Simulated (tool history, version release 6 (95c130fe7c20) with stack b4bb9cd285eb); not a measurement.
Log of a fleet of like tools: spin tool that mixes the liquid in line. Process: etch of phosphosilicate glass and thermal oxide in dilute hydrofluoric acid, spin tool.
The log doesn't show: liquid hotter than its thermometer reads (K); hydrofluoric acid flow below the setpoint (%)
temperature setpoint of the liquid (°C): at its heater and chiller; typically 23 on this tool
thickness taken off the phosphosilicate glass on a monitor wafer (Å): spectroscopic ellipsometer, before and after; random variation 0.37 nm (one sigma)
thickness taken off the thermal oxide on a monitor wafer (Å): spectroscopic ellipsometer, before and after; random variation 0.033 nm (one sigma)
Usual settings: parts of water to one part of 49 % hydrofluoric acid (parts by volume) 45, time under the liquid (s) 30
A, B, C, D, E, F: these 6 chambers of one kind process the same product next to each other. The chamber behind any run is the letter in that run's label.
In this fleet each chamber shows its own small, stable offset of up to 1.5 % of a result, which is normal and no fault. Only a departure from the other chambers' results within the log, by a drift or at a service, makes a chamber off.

| run | day | temperature setpoint of the liquid (°C) | parts of water to one part of 49 % hydrofluoric acid (parts by volume) | time under the liquid (s) | hours since the thermometer was replaced | hours since the hydrofluoric acid flow meter was replaced | read-back film thickness of the phosphosilicate glass reference wafer, read on the same gauge (nm) | read-back film thickness of the thermal oxide reference wafer, read on the same gauge (nm) | thickness taken off the phosphosilicate glass on a monitor wafer (Å) | thickness taken off the thermal oxide on a monitor wafer (Å) |
|---|---|---|---|---|---|---|---|---|---|---|
| 1F | 0.371 | 23 | 45 | 30 | 814 | 840.6 | 30.006 | 90.013 | 637.32 | 32.721 |
| 2C | 0.958 | 23 | 45 | 30 | 1881.2 | 400.4 | 30.01 | 89.997 | 644.39 | 32.246 |
| 3E | 1.525 | 23 | 45 | 30 | 1647 | 771.3 | 29.977 | 90.008 | 639.21 | 32.372 |
|  | 1.683 | chamber C: thermometer replaced |
|  | 1.825 | chamber E: thermometer replaced |
| 4D | 2.008 | 23 | 45 | 30 | 1556 | 291.8 | 29.992 | 89.994 | 642.61 | 33.297 |
| 5A | 2.558 | 23 | 45 | 30 | 1014 | 1260.3 | 30.011 | 90.04 | 633.35 | 31.758 |
| 6B | 3.133 | 18.5 | 60 | 30 | 1254 | 176.6 | 29.994 | 89.974 | 389.42 | 19.837 |
| 7E | 3.771 | 18.5 | 60 | 30 | 46.7 | 825.2 | 30.002 | 89.985 | 383.87 | 19.458 |
| 8D | 4.067 | 18.5 | 60 | 30 | 1605.4 | 341.2 | 30.002 | 89.994 | 388.25 | 20.033 |
| 9B | 4.367 | 18.5 | 60 | 30 | 1283.6 | 206.2 | 29.981 | 89.999 | 388.33 | 19.968 |
| 10A | 4.808 | 18.5 | 60 | 30 | 1068 | 1314.3 | 30.015 | 90.015 | 384.73 | 19.618 |
| 11C | 5.171 | 18.5 | 60 | 30 | 83.7 | 501.5 | 29.998 | 90.029 | 391.49 | 19.363 |
| 12F | 5.5 | 25.5 | 45 | 35 | 937.1 | 963.7 | 29.999 | 89.962 | 827.41 | 41.628 |
| 13B | 5.95 | 25.5 | 45 | 35 | 1321.6 | 244.2 | 30.001 | 89.993 | 813.77 | 41.954 |
| 14E | 6.521 | 25.5 | 45 | 35 | 112.7 | 891.2 | 30.007 | 89.965 | 824.71 | 42.087 |
| 15D | 7.175 | 25.5 | 45 | 35 | 1680 | 415.8 | 29.994 | 89.98 | 813.07 | 42.854 |
| 16C | 7.625 | 25.5 | 45 | 35 | 142.6 | 560.4 | 29.991 | 90.036 | 830.31 | 42.014 |
| 17A | 8.05 | 25.5 | 45 | 35 | 1145.8 | 1392.1 | 30 | 90.013 | 819.38 | 41.096 |
| 18F | 8.371 | 23 | 45 | 30 | 1006 | 1032.6 | 29.989 | 90.002 | 641.47 | 32.008 |
| 19D | 8.733 | 23 | 45 | 30 | 1717.4 | 453.2 | 30.02 | 90.008 | 637.82 | 32.44 |
| 20F | 9.338 | 23 | 45 | 30 | 1029.2 | 1055.8 | 29.995 | 89.998 | 637.22 | 32.453 |
| 21E | 9.708 | 20.5 | 45 | 25 | 189.2 | 967.7 | 30.016 | 89.942 | 472.97 | 24.086 |
| 22C | 10.121 | 20.5 | 45 | 25 | 202.5 | 620.3 | 30.005 | 90.011 | 484.25 | 24.564 |
| 23B | 10.608 | 20.5 | 45 | 25 | 1433.4 | 356 | 30.001 | 90.011 | 482.07 | 24.137 |
| 24A | 11.162 | 20.5 | 45 | 25 | 1220.5 | 1466.8 | 29.991 | 89.996 | 479.45 | 24.222 |
| 25A | 11.796 | 20.5 | 45 | 25 | 1235.7 | 1482 | 29.996 | 90.035 | 475.37 | 24.577 |
| 26D | 12.167 | 20.5 | 45 | 25 | 1799.8 | 535.6 | 29.995 | 89.96 | 474.12 | 25.295 |
| 27E | 12.725 | 23 | 45 | 30 | 261.6 | 1040.1 | 30.005 | 89.99 | 638.34 | 32.257 |
| 28B | 13.162 | 23 | 45 | 30 | 1494.7 | 417.3 | 30.003 | 90.061 | 628.45 | 32.583 |
| 29C | 13.683 | 23 | 45 | 30 | 288 | 705.8 | 29.994 | 90.002 | 649.14 | 32.93 |
|  | 13.846 | chamber A: hydrofluoric acid flow meter replaced |
| 30F | 14.308 | 23 | 45 | 30 | 1148.5 | 1175.1 | 30.01 | 90.051 | 634.35 | 32.102 |
|  | 14.362 | chamber D: thermometer replaced |
| 31D | 14.608 | 23 | 45 | 30 | 6 | 594.2 | 29.995 | 90.031 | 635.33 | 32.982 |
| 32A | 15.238 | 23 | 45 | 30 | 1318.3 | 33.4 | 29.999 | 89.982 | 633.5 | 32.145 |
| 33F | 15.688 | 23 | 45 | 30 | 1181.6 | 1208.2 | 30.003 | 89.97 | 636.54 | 32.381 |
| 34C | 15.992 | 23 | 45 | 30 | 343.4 | 761.2 | 29.976 | 89.994 | 642.01 | 32.859 |
| 35E | 16.462 | 23 | 45 | 30 | 351.3 | 1129.8 | 30.017 | 89.973 | 636.92 | 32.765 |
| 36B | 17.1 | 23 | 45 | 30 | 1589.2 | 511.8 | 30.007 | 89.988 | 631.4 | 32.694 |
| 37C | 17.596 | 23 | 45 | 30 | 381.9 | 799.7 | 29.992 | 90.043 | 636.84 | 32.141 |
| 38E | 18.075 | 23 | 45 | 30 | 390 | 1168.5 | 29.985 | 90.042 | 638.31 | 32.393 |
| 39D | 18.442 | 23 | 45 | 30 | 98 | 686.2 | 30.009 | 90.006 | 638.43 | 33.007 |
| 40B | 18.875 | 23 | 45 | 30 | 1631.8 | 554.4 | 29.997 | 89.985 | 634.33 | 33.087 |
| 41F | 19.262 | 23 | 45 | 15 | 1267.4 | 1294 | 30.017 | 90.074 | 318.29 | 16 |

Predict what each chamber gives when all 6 of them run the settings below next.
| 42A | 19.75 | 23 | 25 | 30 |  |  |  |  | ? | ? |
| 42B | 19.75 | 23 | 25 | 30 |  |  |  |  | ? | ? |
| 42C | 19.75 | 23 | 25 | 30 |  |  |  |  | ? | ? |
| 42D | 19.75 | 23 | 25 | 30 |  |  |  |  | ? | ? |
| 42E | 19.75 | 23 | 25 | 30 |  |  |  |  | ? | ? |
| 42F | 19.75 | 23 | 25 | 30 |  |  |  |  | ? | ? |

| run | thickness taken off the phosphosilicate glass on a monitor wafer (Å) | thickness taken off the thermal oxide on a monitor wafer (Å) |
|---|---|---|
| 42A | 1182.7 | 60.392 |
| 42B | 1157.9 | 58.955 |
| 42C | 1199.8 | 61.074 |
| 42D | 1168.9 | 60.991 |
| 42E | 1189.4 | 60.221 |
| 42F | 1165.5 | 59.29 |
